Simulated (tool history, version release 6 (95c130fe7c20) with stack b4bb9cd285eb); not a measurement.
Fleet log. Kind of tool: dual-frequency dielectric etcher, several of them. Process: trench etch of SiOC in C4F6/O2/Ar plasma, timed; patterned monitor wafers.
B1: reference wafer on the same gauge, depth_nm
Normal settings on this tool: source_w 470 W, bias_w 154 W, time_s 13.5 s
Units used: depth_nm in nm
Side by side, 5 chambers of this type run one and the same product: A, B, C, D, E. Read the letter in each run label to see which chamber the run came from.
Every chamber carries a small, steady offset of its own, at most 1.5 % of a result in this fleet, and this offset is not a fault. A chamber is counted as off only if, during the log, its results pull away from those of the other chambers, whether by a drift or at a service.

Run 1E, hour 9.0: usual settings; B1 25.007. Result: depth_nm 28.762 nm.
Run 2A, hour 20.0: usual settings; B1 24.999. Result: depth_nm 28.671 nm.
Run 3D, hour 30.3: usual settings; B1 25.003. Result: depth_nm 28.688 nm.
Run 4C, hour 41.5: usual settings; B1 24.998. Result: depth_nm 28.274 nm.
Run 5B, hour 50.1: usual settings; B1 25.034. Result: depth_nm 28.343 nm.
Run 6A, hour 57.9: usual settings; B1 24.991. Result: depth_nm 28.546 nm.
Run 7D, hour 69.0: usual settings; B1 24.975. Result: depth_nm 28.957 nm.
Run 8C, hour 78.4: usual settings; B1 25.005. Result: depth_nm 28.394 nm.
At hour 84.5: chamber D: wet clean of the chamber.
Run 9B, hour 86.3: usual settings but source_w 520 W, time_s 16.5 s; B1 24.973. Result: depth_nm 36.127 nm.
Run 10E, hour 92.2: usual settings but source_w 520 W, time_s 16.5 s; B1 24.994. Result: depth_nm 36.657 nm.
Run 11A, hour 101.6: usual settings but source_w 520 W, time_s 16.5 s; B1 25.042. Result: depth_nm 36.703 nm.
Run 12E, hour 107.7: usual settings but source_w 520 W, time_s 16.5 s; B1 24.956. Result: depth_nm 36.732 nm.
Run 13D, hour 116.3: usual settings but source_w 520 W, time_s 16.5 s; B1 24.984. Result: depth_nm 36.414 nm.
At hour 120.2: chamber A: wet clean of the chamber.
Run 14C, hour 124.6: usual settings; B1 25.031. Result: depth_nm 28.753 nm.
At hour 133.6: chamber B: wet clean of the chamber.
Run 15B, hour 135.6: usual settings; B1 24.973. Result: depth_nm 28.429 nm.
Run 16C, hour 142.7: usual settings; B1 24.979. Result: depth_nm 28.693 nm.
Run 17D, hour 147.7: usual settings; B1 25.008. Result: depth_nm 28.943 nm.
Run 18E, hour 155.5: usual settings but bias_w 170 W, time_s 11.0 s; B1 25.015. Result: depth_nm 24.248 nm.
Run 19B, hour 165.3: usual settings but bias_w 170 W, time_s 11.0 s; B1 24.954. Result: depth_nm 23.817 nm.
Run 20A, hour 173.2: usual settings but bias_w 170 W, time_s 11.0 s; B1 25.008. Result: depth_nm 24.095 nm.
Run 21E, hour 181.6: usual settings but bias_w 170 W, time_s 11.0 s; B1 24.994. Result: depth_nm 24.190 nm.
Run 22B, hour 192.3: usual settings but bias_w 170 W, time_s 11.0 s; B1 24.974. Result: depth_nm 23.834 nm.
Run 23D, hour 197.4: usual settings; B1 25.038. Result: depth_nm 28.865 nm.
At hour 204.1: chamber C: bias power generator calibrated.
Run 24C, hour 209.0: usual settings; B1 25.004. Result: depth_nm 29.050 nm.
Run 25A, hour 218.2: usual settings but time_s 11.0 s; B1 24.967. Result: depth_nm 23.662 nm.
Run 26E, hour 226.8: usual settings but time_s 11.0 s; B1 24.995. Result: depth_nm 23.296 nm.
Run 27B, hour 233.1: usual settings but time_s 11.0 s; B1 24.965. Result: depth_nm 22.904 nm.
Run 28A, hour 240.3: usual settings but time_s 11.0 s; B1 24.985. Result: depth_nm 23.414 nm.
Run 29D, hour 251.7: usual settings but time_s 11.0 s; B1 25.014. Result: depth_nm 23.445 nm.
Run 30C, hour 260.4: usual settings but bias_w 126 W, time_s 12.0 s; B1 24.969. Result: depth_nm 24.952 nm.
Run 31E, hour 268.8: usual settings but bias_w 126 W, time_s 12.0 s; B1 24.977. Result: depth_nm 24.161 nm.
Run 32B, hour 274.7: usual settings but bias_w 126 W, time_s 12.0 s; B1 24.986. Result: depth_nm 23.872 nm.

Each of the 5 chambers runs these same settings next. Fill in every chamber's results:
Run 33A, hour 282.9: usual settings. Result: depth_nm ?.
Run 33B, hour 282.9: usual settings. Result: depth_nm ?.
Run 33C, hour 282.9: usual settings. Result: depth_nm ?.
Run 33D, hour 282.9: usual settings. Result: depth_nm ?.
Run 33E, hour 282.9: usual settings. Result: depth_nm ?.

run  depth_nm
33A    28.768
33B    28.609
33C    30.202
33D    28.642
33E    28.620

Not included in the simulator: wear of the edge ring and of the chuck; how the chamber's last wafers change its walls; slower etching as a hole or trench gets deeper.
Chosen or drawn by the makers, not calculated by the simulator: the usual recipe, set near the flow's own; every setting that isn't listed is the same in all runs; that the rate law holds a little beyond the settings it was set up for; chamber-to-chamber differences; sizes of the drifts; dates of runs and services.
